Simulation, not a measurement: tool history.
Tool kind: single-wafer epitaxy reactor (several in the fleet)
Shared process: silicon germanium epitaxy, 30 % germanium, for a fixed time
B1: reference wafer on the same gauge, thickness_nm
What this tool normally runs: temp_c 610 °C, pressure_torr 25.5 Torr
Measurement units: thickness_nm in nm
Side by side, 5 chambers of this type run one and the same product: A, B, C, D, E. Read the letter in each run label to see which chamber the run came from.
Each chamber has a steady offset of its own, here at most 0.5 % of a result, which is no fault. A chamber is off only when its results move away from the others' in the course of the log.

{"run": "1D", "day": 0.45, "temp_c": 610, "pressure_torr": 25.5, "B1": 88.691, "thickness_nm": 77.949}
{"run": "2E", "day": 0.679, "temp_c": 610, "pressure_torr": 25.5, "B1": 88.606, "thickness_nm": 78.151}
{"run": "3A", "day": 1.079, "temp_c": 610, "pressure_torr": 25.5, "B1": 88.578, "thickness_nm": 78.27}
{"run": "4B", "day": 1.388, "temp_c": 610, "pressure_torr": 25.5, "B1": 88.655, "thickness_nm": 78.47}
{"run": "5C", "day": 1.783, "temp_c": 610, "pressure_torr": 25.5, "B1": 88.583, "thickness_nm": 77.513}
{"run": "6A", "day": 2.212, "temp_c": 610, "pressure_torr": 25.5, "B1": 88.55, "thickness_nm": 78.51}
{"run": "7C", "day": 2.658, "temp_c": 610, "pressure_torr": 25.5, "B1": 88.636, "thickness_nm": 78.295}
{"run": "8E", "day": 2.883, "temp_c": 610, "pressure_torr": 25.5, "B1": 88.697, "thickness_nm": 78.036}
{"run": "9B", "day": 3.262, "temp_c": 610, "pressure_torr": 25.5, "B1": 88.616, "thickness_nm": 77.685}
{"run": "10D", "day": 3.538, "temp_c": 610, "pressure_torr": 25.5, "B1": 88.542, "thickness_nm": 77.955}
{"run": "11D", "day": 3.742, "temp_c": 610, "pressure_torr": 25.5, "B1": 88.582, "thickness_nm": 77.771}
{"run": "12B", "day": 4.021, "temp_c": 610, "pressure_torr": 25.5, "B1": 88.675, "thickness_nm": 77.761}
{"run": "13E", "day": 4.275, "temp_c": 610, "pressure_torr": 25.5, "B1": 88.638, "thickness_nm": 77.588}
{"run": "14C", "day": 4.725, "temp_c": 610, "pressure_torr": 25.5, "B1": 88.673, "thickness_nm": 77.65}
{"run": "15A", "day": 5.167, "temp_c": 610, "pressure_torr": 25.5, "B1": 88.562, "thickness_nm": 77.448}
{"day": 5.358, "done": "chamber C: pyrometer calibrated"}
{"run": "16B", "day": 5.558, "temp_c": 604, "pressure_torr": 31.5, "B1": 88.629, "thickness_nm": 76.503}
{"run": "17E", "day": 5.783, "temp_c": 604, "pressure_torr": 31.5, "B1": 88.673, "thickness_nm": 76.345}
{"run": "18A", "day": 6.175, "temp_c": 604, "pressure_torr": 31.5, "B1": 88.694, "thickness_nm": 76.919}
{"run": "19C", "day": 6.575, "temp_c": 604, "pressure_torr": 31.5, "B1": 88.538, "thickness_nm": 72.062}
{"run": "20D", "day": 6.892, "temp_c": 604, "pressure_torr": 31.5, "B1": 88.494, "thickness_nm": 75.634}
{"run": "21A", "day": 7.175, "temp_c": 610, "pressure_torr": 25.5, "B1": 88.599, "thickness_nm": 78.416}
{"run": "22D", "day": 7.508, "temp_c": 610, "pressure_torr": 25.5, "B1": 88.605, "thickness_nm": 78.638}
{"run": "23C", "day": 7.733, "temp_c": 610, "pressure_torr": 25.5, "B1": 88.506, "thickness_nm": 74.343}
{"run": "24B", "day": 8.146, "temp_c": 610, "pressure_torr": 25.5, "B1": 88.616, "thickness_nm": 77.755}
{"run": "25E", "day": 8.467, "temp_c": 604, "pressure_torr": 22.4, "B1": 88.645, "thickness_nm": 66.015}
{"run": "26A", "day": 8.883, "temp_c": 604, "pressure_torr": 22.4, "B1": 88.462, "thickness_nm": 66.565}
{"run": "27E", "day": 9.271, "temp_c": 604, "pressure_torr": 22.4, "B1": 88.538, "thickness_nm": 66.751}
{"run": "28D", "day": 9.683, "temp_c": 604, "pressure_torr": 22.4, "B1": 88.564, "thickness_nm": 65.935}
{"run": "29C", "day": 10.054, "temp_c": 604, "pressure_torr": 22.4, "B1": 88.636, "thickness_nm": 62.953}
{"run": "30B", "day": 10.379, "temp_c": 610, "pressure_torr": 25.5, "B1": 88.492, "thickness_nm": 77.818}
{"run": "31B", "day": 10.812, "temp_c": 610, "pressure_torr": 25.5, "B1": 88.558, "thickness_nm": 77.459}

Is one chamber out of step, is the gauge drifting, or do the chambers differ by no more than their own small offsets? For an off chamber, give its letter and the likeliest cause.

After it was serviced, chamber C no longer matches the other chambers.
Cause: wafer temperature below the value expected at the setpoint (K) = 2.81.

Below are 4 candidate recipes for chamber C's next run, each the usual settings with a change, their results shown as question marks. Which of them brings C's results back in line with what the other chambers give on the usual settings?
Allowed miss from the other chambers' usual-settings mean, per result, to count as in line: thickness_nm 1.300 nm
{"run": "32C-1", "day": 11.154, "temp_c": 609, "pressure_torr": 25.3, "thickness_nm": "?"}
{"run": "32C-2", "day": 11.154, "temp_c": 607, "pressure_torr": 25.5, "thickness_nm": "?"}
{"run": "32C-3", "day": 11.154, "temp_c": 610, "pressure_torr": 29.0, "thickness_nm": "?"}
{"run": "32C-4", "day": 11.154, "temp_c": 611, "pressure_torr": 25.7, "thickness_nm": "?"}

What the other chambers average on the usual settings: thickness_nm 78.019 nm
run=32C-1 thickness_nm=72.432
run=32C-2 thickness_nm=70.052
run=32C-3 thickness_nm=77.871
run=32C-4 thickness_nm=75.583
The right change is 32C-3: it brings the chamber back within the allowed miss of the others.
